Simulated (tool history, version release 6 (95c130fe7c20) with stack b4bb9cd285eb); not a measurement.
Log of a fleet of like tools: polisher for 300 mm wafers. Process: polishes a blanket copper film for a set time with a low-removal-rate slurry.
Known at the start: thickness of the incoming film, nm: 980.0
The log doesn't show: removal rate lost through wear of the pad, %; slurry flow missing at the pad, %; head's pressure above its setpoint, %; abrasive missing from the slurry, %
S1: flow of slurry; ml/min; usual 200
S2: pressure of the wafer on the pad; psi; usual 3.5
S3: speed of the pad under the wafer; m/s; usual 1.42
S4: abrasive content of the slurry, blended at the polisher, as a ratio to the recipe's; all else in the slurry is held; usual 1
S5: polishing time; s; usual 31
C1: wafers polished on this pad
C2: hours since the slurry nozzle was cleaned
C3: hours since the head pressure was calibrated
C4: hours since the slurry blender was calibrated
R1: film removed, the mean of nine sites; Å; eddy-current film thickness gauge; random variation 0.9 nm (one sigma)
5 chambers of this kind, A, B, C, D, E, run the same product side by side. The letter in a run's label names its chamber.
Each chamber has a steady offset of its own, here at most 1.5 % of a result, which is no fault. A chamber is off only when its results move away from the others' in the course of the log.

-- hour=3.5 chamber B: worn pad replaced by a new one
-- hour=6.9 chamber D: worn pad replaced by a new one
run 1E hour=7.2 | S1=200 S2=3.5 S3=1.42 S4=1 S5=31 | C1=714 C2=458.3 C3=326.6 C4=81.8 | R1=1395.3
-- hour=10.4 chamber A: worn pad replaced by a new one
run 2B hour=11.3 | S1=200 S2=3.5 S3=1.42 S4=1 S5=31 | C1=96 C2=370.1 C3=32.9 C4=95.6 | R1=1424.1
-- hour=12.8 chamber A: slurry blender recalibrated
run 3D hour=19 | S1=200 S2=3.5 S3=1.42 S4=1 S5=31 | C1=150 C2=459.9 C3=184 C4=110.1 | R1=1405.8
-- hour=19.2 chamber B: slurry nozzle cleaned
run 4C hour=25.8 | S1=200 S2=3.5 S3=1.42 S4=1 S5=31 | C1=674 C2=245 C3=285.3 C4=71.9 | R1=1396.4
run 5A hour=30.5 | S1=200 S2=3.5 S3=1.42 S4=1 S5=31 | C1=249 C2=346 C3=731.3 C4=17.8 | R1=1400.4
run 6C hour=36.7 | S1=200 S2=3.5 S3=1.42 S4=1 S5=31 | C1=809 C2=255.9 C3=296.2 C4=82.8 | R1=1390.1
run 7D hour=40.9 | S1=200 S2=3.5 S3=1.42 S4=1 S5=31 | C1=421 C2=481.8 C3=205.9 C4=132 | R1=1418.7
-- hour=42 chamber E: worn pad replaced by a new one
run 8A hour=45.2 | S1=170 S2=3.5 S3=1.62 S4=1 S5=31 | C1=431 C2=360.7 C3=746 C4=32.5 | R1=1555.6
run 9B hour=52.7 | S1=170 S2=3.5 S3=1.62 S4=1 S5=31 | C1=608 C2=33.5 C3=74.3 C4=137 | R1=1565.7
run 10E hour=59 | S1=170 S2=3.5 S3=1.62 S4=1 S5=31 | C1=210 C2=510.1 C3=378.4 C4=133.6 | R1=1534.2
run 11D hour=68.2 | S1=170 S2=3.5 S3=1.62 S4=1 S5=31 | C1=758 C2=509.1 C3=233.2 C4=159.3 | R1=1556.2
run 12A hour=76 | S1=170 S2=3.5 S3=1.62 S4=1 S5=31 | C1=811 C2=391.5 C3=776.8 C4=63.3 | R1=1562.9
-- hour=78 chamber D: worn pad replaced by a new one
-- hour=81.4 chamber A: slurry nozzle cleaned
run 13E hour=82.5 | S1=200 S2=3.5 S3=1.42 S4=1 S5=31 | C1=501 C2=533.6 C3=401.9 C4=157.1 | R1=1394.5
run 14B hour=88 | S1=200 S2=3.5 S3=1.42 S4=1 S5=31 | C1=1044 C2=68.8 C3=109.6 C4=172.3 | R1=1414.2
run 15C hour=95.4 | S1=200 S2=3.5 S3=1.42 S4=1 S5=31 | C1=1534 C2=314.6 C3=354.9 C4=141.5 | R1=1355.9
-- hour=100.6 chamber A: worn pad replaced by a new one
run 16B hour=102.8 | S1=200 S2=3.5 S3=1.42 S4=1 S5=31 | C1=1227 C2=83.6 C3=124.4 C4=187.1 | R1=1423.9
run 17A hour=108 | S1=200 S2=3.5 S3=1.42 S4=1 S5=31 | C1=91 C2=26.6 C3=808.8 C4=95.3 | R1=1395.1
-- hour=114.7 chamber B: worn pad replaced by a new one
run 18D hour=116.2 | S1=200 S2=3.5 S3=1.42 S4=1 S5=31 | C1=472 C2=557.1 C3=281.2 C4=207.3 | R1=1418.8
-- hour=119.5 chamber E: worn pad replaced by a new one
run 19E hour=124.1 | S1=200 S2=3.5 S3=1.42 S4=1 S5=31 | C1=57 C2=575.2 C3=443.5 C4=198.7 | R1=1399.9
run 20C hour=132.3 | S1=200 S2=3.5 S3=1.42 S4=1 S5=31 | C1=1990 C2=351.5 C3=391.8 C4=178.4 | R1=1359.2
run 21E hour=138 | S1=200 S2=2.4 S3=1.42 S4=1.15 S5=31 | C1=228 C2=589.1 C3=457.4 C4=212.6 | R1=988.71
run 22D hour=143.9 | S1=200 S2=2.4 S3=1.42 S4=1.15 S5=31 | C1=815 C2=584.8 C3=308.9 C4=235 | R1=981.4
-- hour=146 chamber C: slurry nozzle cleaned
-- hour=149.6 chamber C: slurry blender recalibrated
run 23C hour=151.5 | S1=200 S2=2.4 S3=1.42 S4=1.15 S5=31 | C1=2228 C2=5.5 C3=411 C4=1.9 | R1=951.53
-- hour=156.1 chamber D: worn pad replaced by a new one
-- hour=156.9 chamber B: slurry blender recalibrated
run 24B hour=160.2 | S1=200 S2=2.4 S3=1.42 S4=1.15 S5=31 | C1=563 C2=141 C3=181.8 C4=3.4 | R1=1006.9
run 25A hour=165.7 | S1=200 S2=2.4 S3=1.42 S4=1.15 S5=31 | C1=804 C2=84.3 C3=866.5 C4=153 | R1=989
run 26B hour=174.7 | S1=225 S2=3.5 S3=1.42 S4=0.8 S5=31 | C1=742 C2=155.5 C3=196.3 C4=17.9 | R1=1376.4
run 27E hour=181.8 | S1=225 S2=3.5 S3=1.42 S4=0.8 S5=31 | C1=770 C2=632.9 C3=501.2 C4=256.4 | R1=1355.1
-- hour=184.6 chamber A: worn pad replaced by a new one
run 28C hour=187.1 | S1=225 S2=3.5 S3=1.42 S4=0.8 S5=31 | C1=2668 C2=41.1 C3=446.6 C4=37.5 | R1=1320.8
run 29D hour=191.6 | S1=225 S2=3.5 S3=1.42 S4=0.8 S5=31 | C1=439 C2=632.5 C3=356.6 C4=282.7 | R1=1358.2
-- hour=194.6 chamber E: worn pad replaced by a new one
run 30A hour=197.2 | S1=225 S2=3.5 S3=1.42 S4=0.8 S5=31 | C1=156 C2=115.8 C3=898 C4=184.5 | R1=1377.3
run 31B hour=202.9 | S1=200 S2=3.5 S3=1.42 S4=1 S5=31 | C1=1091 C2=183.7 C3=224.5 C4=46.1 | R1=1420.1
run 32D hour=207.5 | S1=200 S2=3.5 S3=1.42 S4=1 S5=31 | C1=636 C2=648.4 C3=372.5 C4=298.6 | R1=1414.5
run 33A hour=214.3 | S1=225 S2=3.5 S3=1.42 S4=1 S5=31 | C1=367 C2=132.9 C3=915.1 C4=201.6 | R1=1433.8
-- hour=219.9 chamber D: worn pad replaced by a new one
-- hour=221.7 chamber D: head pressure recalibrated
run 34E hour=222.9 | S1=225 S2=3.5 S3=1.42 S4=1 S5=31 | C1=350 C2=674 C3=542.3 C4=297.5 | R1=1414
run 35C hour=229.5 | S1=225 S2=3.5 S3=1.42 S4=1 S5=31 | C1=3192 C2=83.5 C3=489 C4=79.9 | R1=1354.9
-- hour=237.1 chamber B: worn pad replaced by a new one
run 36D hour=238.9 | S1=225 S2=3.5 S3=1.42 S4=1 S5=31 | C1=235 C2=679.8 C3=17.3 C4=330 | R1=1437.2
run 37E hour=245.1 | S1=225 S2=3.5 S3=1.42 S4=1 S5=31 | C1=625 C2=696.2 C3=564.5 C4=319.7 | R1=1428
run 38B hour=254.5 | S1=200 S2=3.5 S3=1.42 S4=1 S5=31 | C1=215 C2=235.3 C3=276.1 C4=97.7 | R1=1399.5
run 39A hour=259.8 | S1=200 S2=3.5 S3=1.42 S4=1 S5=31 | C1=929 C2=178.4 C3=960.6 C4=247.1 | R1=1390.8
run 40C hour=264.5 | S1=200 S2=3.5 S3=1.42 S4=1 S5=31 | C1=3625 C2=118.5 C3=524 C4=114.9 | R1=1323.8
-- hour=265.5 chamber D: slurry nozzle cleaned
run 41D hour=273.1 | S1=200 S2=3.5 S3=1.42 S4=1 S5=31 | C1=657 C2=7.6 C3=51.5 C4=364.2 | R1=1405.1
run 42B hour=281 | S1=200 S2=3.1 S3=1.42 S4=1 S5=21 | C1=543 C2=261.8 C3=302.6 C4=124.2 | R1=849.07
-- hour=284.4 chamber A: worn pad replaced by a new one
run 43A hour=289.9 | S1=200 S2=3.1 S3=1.42 S4=1 S5=21 | C1=68 C2=208.5 C3=990.7 C4=277.2 | R1=831.36

What goes on in this fleet: one chamber off, a drifting gauge, or nothing beyond the chambers' own small offsets? Name the chamber and the cause, if any.

Chamber C drifts away from the others.
Cause: removal rate lost through wear of the pad, % = 5.96.
The log may not tell that from: head's pressure below its setpoint, %.

Here are 4 candidates for chamber C's next run, each the usual settings with a change, their results left as question marks. Which one brings its results back in line with what the others give on the usual settings?
In line means no further than this from the other chambers' mean on the usual settings: R1 32 Å
run 44C-1 hour=296.6 | S1=200 S2=3.5 S3=1.52 S4=1 S5=31 | R1=?
run 44C-2 hour=296.6 | S1=200 S2=4 S3=1.42 S4=1 S5=31 | R1=?
run 44C-3 hour=296.6 | S1=195 S2=3.5 S3=1.24 S4=1 S5=31 | R1=?
run 44C-4 hour=296.6 | S1=200 S2=3.4 S3=1.42 S4=1 S5=30 | R1=?

The other chambers' mean on the usual settings: R1 1403.3 Å
run=44C-1 R1=1405.1
run=44C-2 R1=1500.5
run=44C-3 R1=1139.9
run=44C-4 R1=1233
44C-1 brings the chamber back in line.
